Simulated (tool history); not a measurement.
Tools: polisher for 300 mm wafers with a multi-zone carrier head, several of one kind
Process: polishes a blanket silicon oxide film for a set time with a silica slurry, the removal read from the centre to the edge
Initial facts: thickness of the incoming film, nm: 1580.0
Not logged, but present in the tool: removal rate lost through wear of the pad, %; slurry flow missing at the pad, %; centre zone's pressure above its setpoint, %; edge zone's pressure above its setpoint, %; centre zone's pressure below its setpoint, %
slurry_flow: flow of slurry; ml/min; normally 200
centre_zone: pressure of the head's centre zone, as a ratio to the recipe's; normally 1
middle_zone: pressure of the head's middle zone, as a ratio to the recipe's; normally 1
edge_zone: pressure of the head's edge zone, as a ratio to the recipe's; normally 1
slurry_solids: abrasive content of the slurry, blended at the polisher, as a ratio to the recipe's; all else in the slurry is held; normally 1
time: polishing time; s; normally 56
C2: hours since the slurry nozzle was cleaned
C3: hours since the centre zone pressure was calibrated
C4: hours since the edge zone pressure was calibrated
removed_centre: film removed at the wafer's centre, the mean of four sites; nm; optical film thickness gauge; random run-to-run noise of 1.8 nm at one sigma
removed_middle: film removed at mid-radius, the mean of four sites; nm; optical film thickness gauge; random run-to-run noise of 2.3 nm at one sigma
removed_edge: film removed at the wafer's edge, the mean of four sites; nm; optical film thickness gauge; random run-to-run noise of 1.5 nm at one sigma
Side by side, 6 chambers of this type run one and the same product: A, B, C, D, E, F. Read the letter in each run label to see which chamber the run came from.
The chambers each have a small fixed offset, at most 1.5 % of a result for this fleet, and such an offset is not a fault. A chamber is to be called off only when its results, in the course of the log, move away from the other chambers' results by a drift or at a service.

-- hour=2.1 chamber B: centre zone pressure recalibrated
run 1C hour=3.4 | slurry_flow=200 centre_zone=1 middle_zone=1 edge_zone=1 slurry_solids=1 time=56 | wafers_polished_on_this_pad=196 C2=471.6 C3=246.8 C4=314.8 | removed_centre=186.4 removed_middle=190.23 removed_edge=191.65
-- hour=3.8 chamber E: worn pad replaced by a new one
-- hour=4.5 chamber F: worn pad replaced by a new one
-- hour=5.7 chamber A: centre zone pressure recalibrated
run 2F hour=6.9 | slurry_flow=200 centre_zone=1 middle_zone=1 edge_zone=1 slurry_solids=1 time=56 | wafers_polished_on_this_pad=24 C2=324.8 C3=307.8 C4=177.6 | removed_centre=184.42 removed_middle=184.88 removed_edge=186.42
run 3B hour=10.7 | slurry_flow=200 centre_zone=1 middle_zone=1 edge_zone=1 slurry_solids=1 time=56 | wafers_polished_on_this_pad=227 C2=625.8 C3=8.7 C4=438.6 | removed_centre=185.27 removed_middle=191.98 removed_edge=184.98
run 4E hour=15.8 | slurry_flow=200 centre_zone=1 middle_zone=1 edge_zone=1 slurry_solids=1 time=56 | wafers_polished_on_this_pad=118 C2=580.1 C3=141.5 C4=45.9 | removed_centre=191.21 removed_middle=188.76 removed_edge=188.72
run 5D hour=18.6 | slurry_flow=200 centre_zone=1 middle_zone=1 edge_zone=1 slurry_solids=1 time=44 | wafers_polished_on_this_pad=450 C2=116.1 C3=1043.6 C4=611.6 | removed_centre=147.26 removed_middle=148.64 removed_edge=150.61
run 6A hour=22.4 | slurry_flow=200 centre_zone=1 middle_zone=1 edge_zone=1 slurry_solids=1 time=44 | wafers_polished_on_this_pad=566 C2=213.1 C3=16.8 C4=106.5 | removed_centre=146.91 removed_middle=150.8 removed_edge=147.92
run 7D hour=25.2 | slurry_flow=200 centre_zone=1 middle_zone=1 edge_zone=1 slurry_solids=1 time=44 | wafers_polished_on_this_pad=515 C2=122.7 C3=1050.2 C4=618.2 | removed_centre=149.02 removed_middle=149.47 removed_edge=147.34
run 8E hour=29.3 | slurry_flow=200 centre_zone=1 middle_zone=1 edge_zone=1 slurry_solids=1 time=44 | wafers_polished_on_this_pad=251 C2=593.6 C3=155 C4=59.4 | removed_centre=149.99 removed_middle=147.43 removed_edge=148.92
run 9C hour=33.1 | slurry_flow=200 centre_zone=1 middle_zone=1 edge_zone=1 slurry_solids=1 time=44 | wafers_polished_on_this_pad=489 C2=501.3 C3=276.5 C4=344.5 | removed_centre=147.46 removed_middle=149.91 removed_edge=150.79
run 10A hour=36.3 | slurry_flow=200 centre_zone=1 middle_zone=1 edge_zone=1 slurry_solids=1 time=44 | wafers_polished_on_this_pad=703 C2=227 C3=30.7 C4=120.4 | removed_centre=149.31 removed_middle=148.79 removed_edge=148.47
-- hour=38.8 chamber A: worn pad replaced by a new one
run 11B hour=40.1 | slurry_flow=200 centre_zone=1 middle_zone=1 edge_zone=1 slurry_solids=1 time=56 | wafers_polished_on_this_pad=516 C2=655.2 C3=38.1 C4=468 | removed_centre=184.41 removed_middle=189.63 removed_edge=189.09
run 12F hour=44.7 | slurry_flow=200 centre_zone=1 middle_zone=1 edge_zone=1 slurry_solids=1 time=56 | wafers_polished_on_this_pad=396 C2=362.6 C3=345.6 C4=215.4 | removed_centre=188.74 removed_middle=183.73 removed_edge=187.78
run 13A hour=47.1 | slurry_flow=250 centre_zone=0.92 middle_zone=1 edge_zone=1 slurry_solids=1 time=56 | wafers_polished_on_this_pad=82 C2=237.8 C3=41.5 C4=131.2 | removed_centre=177.21 removed_middle=195.86 removed_edge=192.77
run 14E hour=51.2 | slurry_flow=250 centre_zone=0.92 middle_zone=1 edge_zone=1 slurry_solids=1 time=56 | wafers_polished_on_this_pad=467 C2=615.5 C3=176.9 C4=81.3 | removed_centre=184.12 removed_middle=196.33 removed_edge=193.2
-- hour=51.4 chamber F: worn pad replaced by a new one
-- hour=52.8 chamber D: worn pad replaced by a new one
run 15D hour=55.1 | slurry_flow=250 centre_zone=0.92 middle_zone=1 edge_zone=1 slurry_solids=1 time=56 | wafers_polished_on_this_pad=23 C2=152.6 C3=1080.1 C4=648.1 | removed_centre=176.53 removed_middle=193.58 removed_edge=193.07
run 16C hour=60.4 | slurry_flow=250 centre_zone=0.92 middle_zone=1 edge_zone=1 slurry_solids=1 time=56 | wafers_polished_on_this_pad=758 C2=528.6 C3=303.8 C4=371.8 | removed_centre=176.88 removed_middle=190.94 removed_edge=195.02
-- hour=61.9 chamber C: worn pad replaced by a new one
-- hour=62.5 chamber A: slurry nozzle cleaned
run 17F hour=64.9 | slurry_flow=250 centre_zone=0.92 middle_zone=1 edge_zone=1 slurry_solids=1 time=56 | wafers_polished_on_this_pad=133 C2=382.8 C3=365.8 C4=235.6 | removed_centre=176.64 removed_middle=190.62 removed_edge=189.98
-- hour=65.3 chamber F: slurry nozzle cleaned
run 18B hour=70 | slurry_flow=250 centre_zone=0.92 middle_zone=1 edge_zone=1 slurry_solids=1 time=56 | wafers_polished_on_this_pad=811 C2=685.1 C3=68 C4=497.9 | removed_centre=178.07 removed_middle=195.3 removed_edge=193.42
run 19D hour=73.2 | slurry_flow=200 centre_zone=1 middle_zone=1 edge_zone=1 slurry_solids=1 time=56 | wafers_polished_on_this_pad=201 C2=170.7 C3=1098.2 C4=666.2 | removed_centre=187.52 removed_middle=189.54 removed_edge=190.68
run 20F hour=75.8 | slurry_flow=200 centre_zone=1 middle_zone=1 edge_zone=1 slurry_solids=1 time=56 | wafers_polished_on_this_pad=240 C2=10.6 C3=376.7 C4=246.5 | removed_centre=188.92 removed_middle=186.14 removed_edge=187.52
-- hour=79.1 chamber D: edge zone pressure recalibrated
run 21A hour=81 | slurry_flow=200 centre_zone=1 middle_zone=1 edge_zone=1 slurry_solids=1 time=56 | wafers_polished_on_this_pad=416 C2=18.5 C3=75.4 C4=165.1 | removed_centre=190.33 removed_middle=194.19 removed_edge=188.12
-- hour=82 chamber B: worn pad replaced by a new one
run 22B hour=83.4 | slurry_flow=200 centre_zone=1 middle_zone=1 edge_zone=1 slurry_solids=1 time=56 | wafers_polished_on_this_pad=14 C2=698.5 C3=81.4 C4=511.3 | removed_centre=187.31 removed_middle=190.07 removed_edge=187.67
run 23E hour=86.9 | slurry_flow=200 centre_zone=1 middle_zone=1 edge_zone=1 slurry_solids=1 time=56 | wafers_polished_on_this_pad=819 C2=651.2 C3=212.6 C4=117 | removed_centre=190.54 removed_middle=191.7 removed_edge=190.71
-- hour=87.7 chamber D: centre zone pressure recalibrated
run 24C hour=91.5 | slurry_flow=200 centre_zone=1 middle_zone=1 edge_zone=1 slurry_solids=1 time=56 | wafers_polished_on_this_pad=292 C2=559.7 C3=334.9 C4=402.9 | removed_centre=186.58 removed_middle=190.48 removed_edge=189.69
-- hour=94.4 chamber E: worn pad replaced by a new one
-- hour=95.1 chamber F: worn pad replaced by a new one
run 25C hour=95.6 | slurry_flow=200 centre_zone=1 middle_zone=1 edge_zone=1 slurry_solids=1 time=56 | wafers_polished_on_this_pad=332 C2=563.8 C3=339 C4=407 | removed_centre=186.69 removed_middle=192.04 removed_edge=190.8
run 26E hour=99 | slurry_flow=200 centre_zone=1 middle_zone=1 edge_zone=1 slurry_solids=1 time=56 | wafers_polished_on_this_pad=45 C2=663.3 C3=224.7 C4=129.1 | removed_centre=189.34 removed_middle=189.84 removed_edge=192.21
run 27D hour=102 | slurry_flow=200 centre_zone=1 middle_zone=1 edge_zone=1 slurry_solids=1 time=56 | wafers_polished_on_this_pad=485 C2=199.5 C3=14.4 C4=23 | removed_centre=205 removed_middle=190.82 removed_edge=189.42
run 28A hour=106.7 | slurry_flow=200 centre_zone=1.07 middle_zone=1 edge_zone=1 slurry_solids=1 time=56 | wafers_polished_on_this_pad=669 C2=44.2 C3=101.1 C4=190.8 | removed_centre=207.59 removed_middle=192.69 removed_edge=186.92
run 29F hour=111.3 | slurry_flow=200 centre_zone=1.07 middle_zone=1 edge_zone=1 slurry_solids=1 time=56 | wafers_polished_on_this_pad=159 C2=46.1 C3=412.2 C4=282 | removed_centre=201.19 removed_middle=182.46 removed_edge=189.36
run 30B hour=113.9 | slurry_flow=200 centre_zone=1.07 middle_zone=1 edge_zone=1 slurry_solids=1 time=56 | wafers_polished_on_this_pad=314 C2=729 C3=111.9 C4=541.8 | removed_centre=204.71 removed_middle=187.27 removed_edge=188.69
run 31A hour=116.3 | slurry_flow=200 centre_zone=1.07 middle_zone=1 edge_zone=1 slurry_solids=1 time=56 | wafers_polished_on_this_pad=764 C2=53.8 C3=110.7 C4=200.4 | removed_centre=205.46 removed_middle=189.76 removed_edge=188.64
-- hour=116.5 chamber A: worn pad replaced by a new one
run 32E hour=119.6 | slurry_flow=200 centre_zone=1.07 middle_zone=1 edge_zone=1 slurry_solids=1 time=56 | wafers_polished_on_this_pad=248 C2=683.9 C3=245.3 C4=149.7 | removed_centre=202.84 removed_middle=188.31 removed_edge=188.73
run 33D hour=123.7 | slurry_flow=200 centre_zone=1.07 middle_zone=1 edge_zone=1 slurry_solids=1 time=56 | wafers_polished_on_this_pad=699 C2=221.2 C3=36.1 C4=44.7 | removed_centre=221.38 removed_middle=189.01 removed_edge=189.56
-- hour=127 chamber C: centre zone pressure recalibrated
run 34C hour=128.9 | slurry_flow=200 centre_zone=1 middle_zone=1 edge_zone=1 slurry_solids=1 time=56 | wafers_polished_on_this_pad=660 C2=597.1 C3=2 C4=440.3 | removed_centre=186.64 removed_middle=189.09 removed_edge=192.25
run 35F hour=131.4 | slurry_flow=200 centre_zone=1 middle_zone=1 edge_zone=1 slurry_solids=1 time=56 | wafers_polished_on_this_pad=357 C2=66.2 C3=432.3 C4=302.1 | removed_centre=188.76 removed_middle=188.26 removed_edge=186.66
run 36B hour=135.3 | slurry_flow=200 centre_zone=1 middle_zone=1 edge_zone=1 slurry_solids=1 time=56 | wafers_polished_on_this_pad=525 C2=750.4 C3=133.3 C4=563.2 | removed_centre=188.77 removed_middle=190.2 removed_edge=186.89
run 37A hour=139.2 | slurry_flow=200 centre_zone=1 middle_zone=1 edge_zone=1 slurry_solids=1 time=56 | wafers_polished_on_this_pad=224 C2=76.7 C3=133.6 C4=223.3 | removed_centre=191.3 removed_middle=187.6 removed_edge=189.52
-- hour=141.7 chamber C: worn pad replaced by a new one
run 38C hour=143.5 | slurry_flow=200 centre_zone=1 middle_zone=1 edge_zone=1 slurry_solids=1 time=56 | wafers_polished_on_this_pad=17 C2=611.7 C3=16.6 C4=454.9 | removed_centre=189.99 removed_middle=194.08 removed_edge=190.5
run 39E hour=147.7 | slurry_flow=200 centre_zone=1 middle_zone=1 edge_zone=1 slurry_solids=1 time=56 | wafers_polished_on_this_pad=525 C2=712 C3=273.4 C4=177.8 | removed_centre=192.1 removed_middle=189.74 removed_edge=189.81

All 6 chambers run these settings next. Forecast each chamber's results:
run 40A hour=151.5 | slurry_flow=200 centre_zone=1 middle_zone=1 edge_zone=1 slurry_solids=1 time=37 | removed_centre=? removed_middle=? removed_edge=?
run 40B hour=151.5 | slurry_flow=200 centre_zone=1 middle_zone=1 edge_zone=1 slurry_solids=1 time=37 | removed_centre=? removed_middle=? removed_edge=?
run 40C hour=151.5 | slurry_flow=200 centre_zone=1 middle_zone=1 edge_zone=1 slurry_solids=1 time=37 | removed_centre=? removed_middle=? removed_edge=?
run 40D hour=151.5 | slurry_flow=200 centre_zone=1 middle_zone=1 edge_zone=1 slurry_solids=1 time=37 | removed_centre=? removed_middle=? removed_edge=?
run 40E hour=151.5 | slurry_flow=200 centre_zone=1 middle_zone=1 edge_zone=1 slurry_solids=1 time=37 | removed_centre=? removed_middle=? removed_edge=?
run 40F hour=151.5 | slurry_flow=200 centre_zone=1 middle_zone=1 edge_zone=1 slurry_solids=1 time=37 | removed_centre=? removed_middle=? removed_edge=?

run=40A removed_centre=125.9 removed_middle=125.07 removed_edge=122.7
run=40B removed_centre=123.29 removed_middle=128.68 removed_edge=124.09
run=40C removed_centre=125.01 removed_middle=123.71 removed_edge=125.29
run=40D removed_centre=136.72 removed_middle=126.89 removed_edge=125.22
run=40E removed_centre=125.26 removed_middle=123.99 removed_edge=125.4
run=40F removed_centre=123.49 removed_middle=127.28 removed_edge=123.19

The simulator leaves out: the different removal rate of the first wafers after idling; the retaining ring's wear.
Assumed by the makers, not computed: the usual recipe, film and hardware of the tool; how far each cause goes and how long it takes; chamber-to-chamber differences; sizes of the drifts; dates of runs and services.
